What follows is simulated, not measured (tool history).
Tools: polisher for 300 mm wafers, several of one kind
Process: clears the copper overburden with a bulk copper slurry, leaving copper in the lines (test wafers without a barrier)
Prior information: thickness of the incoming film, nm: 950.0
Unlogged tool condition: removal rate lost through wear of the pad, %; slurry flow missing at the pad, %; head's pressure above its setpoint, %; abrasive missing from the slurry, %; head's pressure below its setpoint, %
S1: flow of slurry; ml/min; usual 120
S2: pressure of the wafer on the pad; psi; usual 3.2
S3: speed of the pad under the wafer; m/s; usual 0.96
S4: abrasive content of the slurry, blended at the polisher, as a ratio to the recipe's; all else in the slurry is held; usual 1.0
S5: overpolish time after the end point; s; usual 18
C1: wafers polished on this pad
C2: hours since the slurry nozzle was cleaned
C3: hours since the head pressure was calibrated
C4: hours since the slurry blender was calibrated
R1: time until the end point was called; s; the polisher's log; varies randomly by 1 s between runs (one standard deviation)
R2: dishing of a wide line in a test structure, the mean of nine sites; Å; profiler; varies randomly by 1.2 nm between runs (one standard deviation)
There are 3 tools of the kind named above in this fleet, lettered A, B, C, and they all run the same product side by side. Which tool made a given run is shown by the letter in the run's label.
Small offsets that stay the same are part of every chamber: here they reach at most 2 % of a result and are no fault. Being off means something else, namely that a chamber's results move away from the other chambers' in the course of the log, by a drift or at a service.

run,day,S1,S2,S3,S4,S5,C1,C2,C3,C4,R1,R2
1C,0.475,120,3.2,0.96,1.0,18,832,668.3,298.6,81.3,89.963,787.69
2A,0.842,120,3.2,0.96,1.0,18,953,195.3,240.0,203.6,91.259,816.20
# day 1.188: chamber B: slurry blender recalibrated
3B,1.333,120,3.2,0.96,1.0,18,456,160.2,48.2,3.5,90.813,785.92
4B,1.792,120,3.2,0.96,1.0,18,570,171.2,59.2,14.5,91.326,803.11
# day 2.158: chamber C: worn pad replaced by a new one
5A,2.196,120,3.2,0.96,1.0,18,1291,227.8,272.5,236.1,92.473,829.24
# day 2.429: chamber A: worn pad replaced by a new one
6C,2.454,120,3.2,0.96,1.0,18,73,715.8,346.1,128.8,89.215,777.40
7A,2.675,120,3.2,0.96,1.0,18,61,239.3,284.0,247.6,91.989,827.94
8C,2.975,120,3.2,0.96,1.0,18,203,728.3,358.6,141.3,90.372,802.31
9B,3.208,120,2.7,0.96,1.0,28,924,205.2,93.2,48.5,107.570,864.12
# day 3.229: chamber B: worn pad replaced by a new one
10A,3.633,120,2.7,0.96,1.0,28,301,262.3,307.0,270.6,107.880,880.08
11C,4.046,120,2.7,0.96,1.0,28,471,754.0,384.3,167.0,106.770,857.43
12B,4.471,120,3.2,0.96,1.0,18,310,235.5,123.5,78.8,90.518,809.90
13C,4.762,120,3.2,0.96,1.0,18,649,771.2,401.5,184.2,89.128,799.57
# day 4.850: chamber B: slurry blender recalibrated
14A,5.012,120,3.2,0.96,1.0,18,645,295.4,340.1,303.7,92.302,817.28
# day 5.317: chamber A: slurry blender recalibrated
# day 5.408: chamber C: head pressure recalibrated
15B,5.496,120,2.1,0.96,0.8,18,566,260.1,148.1,15.6,143.120,600.53
16C,5.762,120,2.1,0.96,0.8,18,899,795.2,8.6,208.2,143.640,594.47
17A,6.117,120,2.1,0.96,0.8,18,920,321.9,366.6,19.3,147.240,579.50
18B,6.404,120,3.2,0.70,1.0,9,792,281.9,169.9,37.4,123.640,435.91
19A,6.738,120,3.2,0.70,1.0,9,1075,336.8,381.5,34.2,125.060,434.30
# day 6.971: chamber C: worn pad replaced by a new one
20B,7.154,120,3.2,0.70,1.0,9,980,299.9,187.9,55.4,123.600,438.25
# day 7.300: chamber B: worn pad replaced by a new one
# day 7.362: chamber A: slurry nozzle cleaned
21C,7.571,120,3.2,0.96,1.0,10,150,838.6,52.0,251.6,89.046,574.92
# day 7.854: chamber A: worn pad replaced by a new one
22C,7.975,120,3.2,0.96,1.0,10,251,848.3,61.7,261.3,88.689,593.49
23B,8.192,120,3.2,0.96,1.0,10,223,324.8,212.8,80.3,91.140,575.55
24A,8.679,120,3.2,0.96,1.0,18,206,31.7,428.1,80.8,90.513,812.24
25A,8.996,120,3.2,0.96,1.0,18,285,39.3,435.7,88.4,90.367,808.58
# day 9.204: chamber B: slurry blender recalibrated
26C,9.304,120,3.2,0.96,1.0,18,582,880.2,93.6,293.2,90.364,823.68
27B,9.650,120,3.2,0.96,1.0,18,586,359.8,247.8,10.7,89.879,805.58
28C,10.138,120,3.2,0.96,1.0,18,790,900.2,113.6,313.2,92.185,791.55
29B,10.362,120,3.2,0.96,1.0,18,764,376.9,264.9,27.8,90.552,804.94
# day 10.550: chamber C: slurry nozzle cleaned
30A,10.612,120,3.2,0.96,1.0,18,688,78.1,474.5,127.2,92.570,817.27
31B,10.950,120,3.2,0.96,1.0,18,911,391.0,279.0,41.9,89.882,823.43
32A,11.371,120,3.2,0.96,1.0,18,877,96.3,492.7,145.4,91.507,822.75
# day 11.562: chamber B: worn pad replaced by a new one
# day 11.742: chamber C: worn pad replaced by a new one
33C,11.808,120,3.2,0.96,1.0,18,17,30.2,153.7,353.3,89.327,828.92
34B,12.250,120,3.2,0.96,1.0,18,172,422.2,310.2,73.1,91.264,818.51
35A,12.642,120,3.2,0.96,1.0,18,1194,126.8,523.2,175.9,93.049,818.92
36C,13.125,120,3.2,0.96,1.0,18,346,61.8,185.3,384.9,87.804,782.26
# day 13.283: chamber A: worn pad replaced by a new one
37A,13.488,120,3.2,0.96,1.0,18,51,147.1,543.5,196.2,90.806,808.58
38C,13.729,120,3.2,0.96,1.0,18,496,76.3,199.8,399.4,88.987,806.70
# day 13.875: chamber B: slurry blender recalibrated
39B,14.008,120,3.2,0.96,1.0,18,610,464.4,352.4,3.3,90.645,818.88
40B,14.408,120,3.2,0.96,1.0,18,710,474.0,362.0,12.9,90.225,808.20
41A,14.879,120,3.2,0.68,1.0,18,398,180.5,576.9,229.6,128.570,671.75

For the next run the whole fleet of 3 chambers uses the same settings. Give each chamber's results:
42A,15.233,120,3.7,0.96,1.0,18,,,,,?,?
42B,15.233,120,3.7,0.96,1.0,18,,,,,?,?
42C,15.233,120,3.7,0.96,1.0,18,,,,,?,?

run,R1,R2
42A,78.934,900.75
42B,78.743,856.05
42C,77.383,859.01
